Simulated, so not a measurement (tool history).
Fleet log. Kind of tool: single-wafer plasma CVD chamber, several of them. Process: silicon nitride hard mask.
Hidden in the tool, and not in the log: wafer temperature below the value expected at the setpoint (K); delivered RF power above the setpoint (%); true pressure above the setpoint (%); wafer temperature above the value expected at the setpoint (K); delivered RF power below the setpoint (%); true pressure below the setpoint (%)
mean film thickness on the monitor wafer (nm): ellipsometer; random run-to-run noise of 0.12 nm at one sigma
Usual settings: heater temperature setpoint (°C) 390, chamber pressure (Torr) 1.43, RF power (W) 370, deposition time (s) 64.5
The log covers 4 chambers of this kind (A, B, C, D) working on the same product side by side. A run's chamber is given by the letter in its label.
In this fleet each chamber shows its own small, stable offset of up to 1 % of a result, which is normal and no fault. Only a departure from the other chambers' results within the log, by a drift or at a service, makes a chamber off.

run,day,heater temperature setpoint (°C),chamber pressure (Torr),RF power (W),deposition time (s),hours since the last thermocouple change,hours since the last RF generator calibration,hours since the last manometer calibration,"read-back reference wafer on the same gauge, thickness_nm",mean film thickness on the monitor wafer (nm)
1D,0.346,390,1.43,370,64.5,623.3,1029.9,1275.7,87.421,81.934
2A,0.658,390,1.43,370,64.5,138.4,1231.4,1366.5,87.439,81.771
3B,1.142,390,1.43,370,64.5,45.3,479.0,1530.9,87.451,82.569
4C,1.604,390,1.43,370,64.5,412.7,1135.1,473.6,87.437,82.228
5C,1.946,390,1.43,370,64.5,420.9,1143.3,481.8,87.475,82.141
6B,2.325,390,1.43,370,64.5,73.7,507.4,1559.3,87.483,82.755
7A,2.767,390,1.43,370,64.5,189.0,1282.0,1417.1,87.461,81.804
8D,3.283,390,1.43,370,64.5,693.8,1100.4,1346.2,87.478,82.261
9C,3.575,390,1.43,400,72.6,460.0,1182.4,520.9,87.515,97.134
10B,4.008,390,1.43,400,72.6,114.1,547.8,1599.7,87.550,97.710
11A,4.275,390,1.43,400,72.6,225.2,1318.2,1453.3,87.562,96.651
12D,4.688,390,1.43,400,72.6,727.5,1134.1,1379.9,87.549,96.931
13A,5.204,390,1.43,370,64.5,247.5,1340.5,1475.6,87.580,81.943
14B,5.567,390,1.43,370,64.5,151.5,585.2,1637.1,87.577,82.951
15C,5.883,390,1.43,370,64.5,515.4,1237.8,576.3,87.585,82.481
16D,6.246,390,1.22,420,64.5,764.9,1171.5,1417.3,87.587,84.639
17C,6.475,390,1.22,420,64.5,529.6,1252.0,590.5,87.598,84.895
18D,6.904,390,1.22,420,64.5,780.7,1187.3,1433.1,87.618,84.639
19B,7.338,390,1.22,420,64.5,194.0,627.7,1679.6,87.627,85.074
20A,7.579,390,1.43,370,64.5,304.5,1397.5,1532.6,87.660,81.896
21B,8.054,390,1.43,370,64.5,211.2,644.9,1696.8,87.677,82.923
22D,8.571,390,1.09,435,64.5,820.7,1227.3,1473.1,87.695,83.658
# day 8.879: chamber B: capacitance manometer re-zeroed and calibrated
23C,8.988,390,1.09,435,64.5,589.9,1312.3,650.8,87.732,83.433
24A,9.300,390,1.09,435,64.5,345.8,1438.8,1573.9,87.716,83.013
25D,9.775,390,1.09,435,64.5,849.6,1256.2,1502.0,87.727,83.436
26C,10.275,390,1.43,370,64.5,620.8,1343.2,681.7,87.728,82.522
27B,10.796,378,1.43,370,64.5,277.0,710.7,46.1,87.735,83.314
28A,11.296,378,1.43,370,64.5,393.7,1486.7,1621.8,87.756,82.474
29D,11.692,378,1.43,370,64.5,895.6,1302.2,1548.0,87.775,83.149
30B,11.933,378,1.43,370,64.5,304.3,738.0,73.4,87.783,83.483
31C,12.446,390,1.43,370,64.5,672.9,1395.3,733.8,87.809,82.432
32A,12.779,385,1.43,370,64.5,429.3,1522.3,1657.4,87.835,82.340
33B,13.004,385,1.43,370,64.5,330.0,763.7,99.1,87.810,83.347
34D,13.375,385,1.43,370,64.5,936.0,1342.6,1588.4,87.839,82.818
35A,13.712,385,1.43,370,64.5,451.7,1544.7,1679.8,87.830,82.548
# day 14.017: chamber A: RF generator calibrated
36C,14.238,390,1.43,370,64.5,715.9,1438.3,776.8,87.878,82.611
37A,14.625,390,1.43,370,64.5,473.6,14.7,1701.7,87.890,82.547
38B,15.092,390,1.43,370,64.5,380.1,813.8,149.2,87.917,83.208
39C,15.467,390,1.43,370,64.5,745.4,1467.8,806.3,87.915,82.657

The same settings go to every chamber for the next run, one line per chamber below. Forecast the results for each:
40A,15.842,390,1.43,370,64.5,,,,,?
40B,15.842,390,1.43,370,64.5,,,,,?
40C,15.842,390,1.43,370,64.5,,,,,?
40D,15.842,390,1.43,370,64.5,,,,,?

run,mean film thickness on the monitor wafer (nm)
40A,82.202
40B,83.129
40C,82.787
40D,82.670

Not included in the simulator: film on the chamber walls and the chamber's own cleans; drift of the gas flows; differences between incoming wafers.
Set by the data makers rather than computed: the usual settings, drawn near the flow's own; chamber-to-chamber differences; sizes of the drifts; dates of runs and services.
